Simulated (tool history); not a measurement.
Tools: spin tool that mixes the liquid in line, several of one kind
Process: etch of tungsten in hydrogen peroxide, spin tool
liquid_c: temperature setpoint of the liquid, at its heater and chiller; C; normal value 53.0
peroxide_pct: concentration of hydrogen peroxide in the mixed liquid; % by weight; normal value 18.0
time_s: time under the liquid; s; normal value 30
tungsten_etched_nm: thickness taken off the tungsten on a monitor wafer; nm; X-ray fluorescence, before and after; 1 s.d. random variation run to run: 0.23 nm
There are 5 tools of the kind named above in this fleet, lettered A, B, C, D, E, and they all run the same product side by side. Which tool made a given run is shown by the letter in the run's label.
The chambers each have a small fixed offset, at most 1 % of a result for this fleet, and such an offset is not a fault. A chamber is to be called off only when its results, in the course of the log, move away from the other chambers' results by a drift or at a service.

run,hour,liquid_c,peroxide_pct,time_s,hours since the thermometer was replaced,hours since the peroxide flow meter was replaced,hours since the heated supply line was repaired,hours since the drum of peroxide was connected,"read-back film thickness of the tungsten reference wafer, read on the same gauge (nm)",tungsten_etched_nm
1B,9.1,53.0,18.0,30,1922.7,161.6,716.8,399.6,39.995,42.191
2A,16.7,53.0,18.0,30,1370.0,567.3,100.0,509.6,39.984,42.523
# hour 20.8: chamber D: peroxide flow meter replaced
3D,25.6,53.0,18.0,30,137.2,4.9,1441.5,687.0,39.963,41.661
4E,33.8,53.0,18.0,30,2296.8,575.6,791.8,845.0,39.991,42.294
# hour 42.9: chamber B: new drum of peroxide connected
5C,44.1,53.0,20.5,40,1306.7,608.1,1862.6,115.2,39.946,59.099
# hour 47.0: chamber B: heated supply line repaired
6A,55.1,53.0,20.5,40,1408.4,605.7,138.4,548.0,40.005,60.356
7C,60.1,53.0,20.5,40,1322.7,624.1,1878.6,131.2,40.002,58.902
8D,68.3,53.0,20.5,40,179.9,47.6,1484.2,729.7,40.021,59.578
9B,77.4,53.0,20.5,40,1991.0,229.9,30.5,34.6,39.986,60.161
10E,87.4,53.0,18.0,30,2350.4,629.2,845.4,898.6,40.000,41.754
11C,93.1,58.0,15.5,30,1355.7,657.1,1911.6,164.2,40.011,51.561
12E,98.8,58.0,15.5,30,2361.8,640.6,856.8,910.0,40.043,51.750
13B,105.5,58.0,15.5,30,2019.1,258.0,58.6,62.7,40.005,52.819
14A,110.8,58.0,15.5,30,1464.1,661.4,194.1,603.7,39.986,53.114
15D,121.1,58.0,15.5,30,232.7,100.4,1537.0,782.5,40.007,52.156
16A,129.8,48.5,18.0,15,1483.1,680.4,213.1,622.7,40.015,16.303
17C,140.2,48.5,18.0,15,1402.8,704.2,1958.7,211.3,40.064,15.867
18E,147.1,48.5,18.0,15,2410.1,688.9,905.1,958.3,39.986,16.020
19B,155.1,48.5,18.0,15,2068.7,307.6,108.2,112.3,39.995,16.140
20D,164.0,48.5,18.0,15,275.6,143.3,1579.9,825.4,40.012,16.012
21D,169.3,60.0,18.0,30,280.9,148.6,1585.2,830.7,39.946,62.505
# hour 170.2: chamber A: new drum of peroxide connected
22B,180.5,60.0,18.0,30,2094.1,333.0,133.6,137.7,40.003,63.315
23E,191.4,60.0,18.0,30,2454.4,733.2,949.4,1002.6,40.039,62.932
24A,199.7,60.0,18.0,30,1553.0,750.3,283.0,29.5,39.972,63.471
25C,204.7,60.0,18.0,30,1467.3,768.7,2023.2,275.8,39.994,62.474
26D,211.7,53.0,18.0,30,323.3,191.0,1627.6,873.1,40.012,41.595
27A,219.2,53.0,18.0,30,1572.5,769.8,302.5,49.0,39.994,42.236
28B,226.5,53.0,18.0,30,2140.1,379.0,179.6,183.7,40.021,42.454
# hour 228.8: chamber D: heated supply line repaired
29E,236.1,53.0,18.0,30,2499.1,777.9,994.1,1047.3,40.011,42.049
30C,247.1,53.0,18.0,30,1509.7,811.1,2065.6,318.2,40.012,41.596
31B,257.7,53.0,18.0,30,2171.3,410.2,210.8,214.9,39.991,41.882
32D,264.9,53.0,18.0,30,376.5,244.2,36.1,926.3,40.017,41.689
33A,271.4,53.0,18.0,30,1624.7,822.0,354.7,101.2,40.025,42.332
# hour 272.8: chamber B: thermometer replaced
34C,280.4,53.0,18.0,30,1543.0,844.4,2098.9,351.5,40.002,41.724
# hour 281.1: chamber C: peroxide flow meter replaced
35E,286.7,53.0,18.0,30,2549.7,828.5,1044.7,1097.9,40.010,41.870
36A,297.9,53.0,18.0,30,1651.2,848.5,381.2,127.7,40.023,42.697
37D,308.8,53.0,18.0,45,420.4,288.1,80.0,970.2,39.982,63.208
# hour 313.6: chamber E: thermometer replaced
# hour 316.5: chamber B: peroxide flow meter replaced
38E,318.1,53.0,18.0,45,4.6,859.9,1076.1,1129.3,40.000,62.730
39B,323.7,53.0,18.0,45,51.0,7.2,276.8,280.9,40.004,63.334
40C,331.2,53.0,18.0,45,1593.8,50.1,2149.7,402.3,39.978,62.596
41E,337.9,53.0,18.0,45,24.4,879.7,1095.9,1149.1,40.000,62.323
42C,346.6,53.0,18.0,30,1609.2,65.5,2165.1,417.7,40.033,41.639

What goes on in this fleet: one chamber off, a drifting gauge, or nothing beyond the chambers' own small offsets? Name the chamber and the cause, if any.

No chamber is off and the gauge is stable; the differences are just each chamber's small, constant offset.

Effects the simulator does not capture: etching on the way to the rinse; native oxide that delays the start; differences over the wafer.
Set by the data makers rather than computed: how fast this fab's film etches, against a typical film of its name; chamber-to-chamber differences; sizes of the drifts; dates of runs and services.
